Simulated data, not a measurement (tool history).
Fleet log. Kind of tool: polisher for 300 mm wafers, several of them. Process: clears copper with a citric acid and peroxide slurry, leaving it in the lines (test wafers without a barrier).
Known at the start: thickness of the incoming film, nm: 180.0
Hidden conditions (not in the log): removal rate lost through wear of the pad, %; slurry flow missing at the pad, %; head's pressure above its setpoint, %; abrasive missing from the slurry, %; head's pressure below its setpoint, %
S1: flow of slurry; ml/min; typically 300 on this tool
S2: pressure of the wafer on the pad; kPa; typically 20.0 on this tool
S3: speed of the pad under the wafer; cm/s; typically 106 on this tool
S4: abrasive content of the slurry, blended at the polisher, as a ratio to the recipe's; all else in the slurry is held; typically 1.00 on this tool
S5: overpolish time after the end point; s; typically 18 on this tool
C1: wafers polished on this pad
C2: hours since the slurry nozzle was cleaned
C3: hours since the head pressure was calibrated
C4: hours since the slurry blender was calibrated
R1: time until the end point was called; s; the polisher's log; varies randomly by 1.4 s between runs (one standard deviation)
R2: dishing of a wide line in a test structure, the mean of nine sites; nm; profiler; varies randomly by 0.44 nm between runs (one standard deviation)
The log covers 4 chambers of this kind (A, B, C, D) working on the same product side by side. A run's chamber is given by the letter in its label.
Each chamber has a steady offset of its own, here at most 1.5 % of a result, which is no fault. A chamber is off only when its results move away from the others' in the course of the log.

run,hour,S1,S2,S3,S4,S5,C1,C2,C3,C4,R1,R2
1B,14.6,300,20.0,106,1.00,18,674,223.9,174.6,179.8,82.192,26.836
2C,24.1,300,20.0,106,1.00,18,244,67.2,688.2,83.0,78.103,27.005
# hour 37.3: chamber D: worn pad replaced by a new one
3D,38.3,300,20.0,106,1.00,18,6,524.8,786.4,309.4,84.704,26.015
4A,51.9,300,20.0,106,1.00,18,634,182.2,853.8,111.2,79.473,26.959
# hour 56.1: chamber D: slurry blender recalibrated
5D,67.4,300,20.0,106,1.00,18,176,553.9,815.5,11.3,79.982,26.625
6A,76.2,300,20.0,106,1.00,18,776,206.5,878.1,135.5,82.814,27.033
7B,89.4,300,20.0,106,1.00,18,1111,298.7,249.4,254.6,84.449,27.127
# hour 95.7: chamber B: worn pad replaced by a new one
8C,99.0,300,20.0,106,1.00,18,682,142.1,763.1,157.9,82.350,27.131
9A,109.6,300,20.0,106,1.25,18,971,239.9,911.5,168.9,77.753,28.249
# hour 115.2: chamber B: slurry nozzle cleaned
10B,123.1,300,20.0,106,1.25,18,160,8.0,283.1,288.3,76.717,27.782
11D,133.0,300,20.0,106,1.25,18,560,619.5,881.1,76.9,78.701,27.225
# hour 137.7: chamber C: worn pad replaced by a new one
12C,140.0,300,20.0,106,1.25,18,13,183.1,804.1,198.9,77.338,29.380
13C,149.7,300,20.0,72,0.75,18,70,192.8,813.8,208.6,124.870,18.359
14D,165.2,300,20.0,72,0.75,18,748,651.7,913.3,109.1,130.350,18.499
# hour 176.8: chamber A: slurry nozzle cleaned
15B,178.1,300,20.0,72,0.75,18,482,63.0,338.1,343.3,127.950,18.688
16A,192.5,300,20.0,72,0.75,18,1456,15.8,994.4,251.8,134.570,17.851
# hour 194.0: chamber D: worn pad replaced by a new one
17D,199.3,300,20.0,106,1.00,18,31,685.8,947.4,143.2,81.077,26.551
18B,208.4,300,20.0,80,1.20,18,659,93.3,368.4,373.6,103.040,22.780
19A,220.8,300,20.0,80,1.20,18,1622,44.1,1022.7,280.1,106.520,20.900
20C,231.6,300,20.0,80,1.20,18,549,274.7,895.7,290.5,101.120,22.115
# hour 231.8: chamber C: slurry blender recalibrated
21C,243.9,300,20.0,80,1.20,18,621,287.0,908.0,12.1,103.840,22.582
# hour 244.5: chamber A: slurry blender recalibrated
22B,251.0,300,20.0,106,1.00,18,908,135.9,411.0,416.2,81.248,26.141
23D,260.0,300,20.0,106,1.00,18,386,746.5,1008.1,203.9,83.304,26.342
24A,271.4,300,20.0,106,1.00,18,1918,94.7,1073.3,26.9,87.451,25.462
# hour 275.5: chamber B: worn pad replaced by a new one
25A,279.3,300,20.0,106,1.00,18,1964,102.6,1081.2,34.8,86.164,25.851
# hour 282.4: chamber B: slurry blender recalibrated
26C,293.5,300,20.0,106,1.00,18,911,336.6,957.6,61.7,82.787,27.659
27B,306.4,300,20.0,106,1.00,18,180,191.3,466.4,24.1,80.131,26.377
# hour 311.2: chamber C: worn pad replaced by a new one
28D,321.7,300,20.0,106,1.00,18,747,808.2,1069.8,265.6,80.616,26.869
29D,332.1,300,20.0,106,1.00,18,808,818.6,1080.2,276.0,82.652,27.560
30C,345.3,300,20.0,106,1.00,18,199,388.4,1009.4,113.5,82.533,26.659
31A,354.3,300,20.0,120,1.00,18,2403,177.6,1156.2,109.8,78.044,27.646
32B,367.9,300,20.0,120,1.00,18,540,252.8,527.9,85.6,73.283,29.600
33A,380.1,300,20.0,120,1.00,18,2554,203.4,1182.0,135.6,80.332,27.205
# hour 382.7: chamber D: worn pad replaced by a new one
34D,395.7,300,20.0,120,1.00,18,76,882.2,1143.8,339.6,73.160,29.897
35C,402.9,300,20.0,106,1.00,18,536,446.0,1067.0,171.1,79.736,27.437

The same settings go to every chamber for the next run, one line per chamber below. Forecast the results for each:
36A,414.1,300,20.0,106,1.15,18,,,,,?,?
36B,414.1,300,20.0,106,1.15,18,,,,,?,?
36C,414.1,300,20.0,106,1.15,18,,,,,?,?
36D,414.1,300,20.0,106,1.15,18,,,,,?,?

run,R1,R2
36A,88.166,24.870
36B,76.371,28.066
36C,79.261,27.649
36D,78.494,26.959
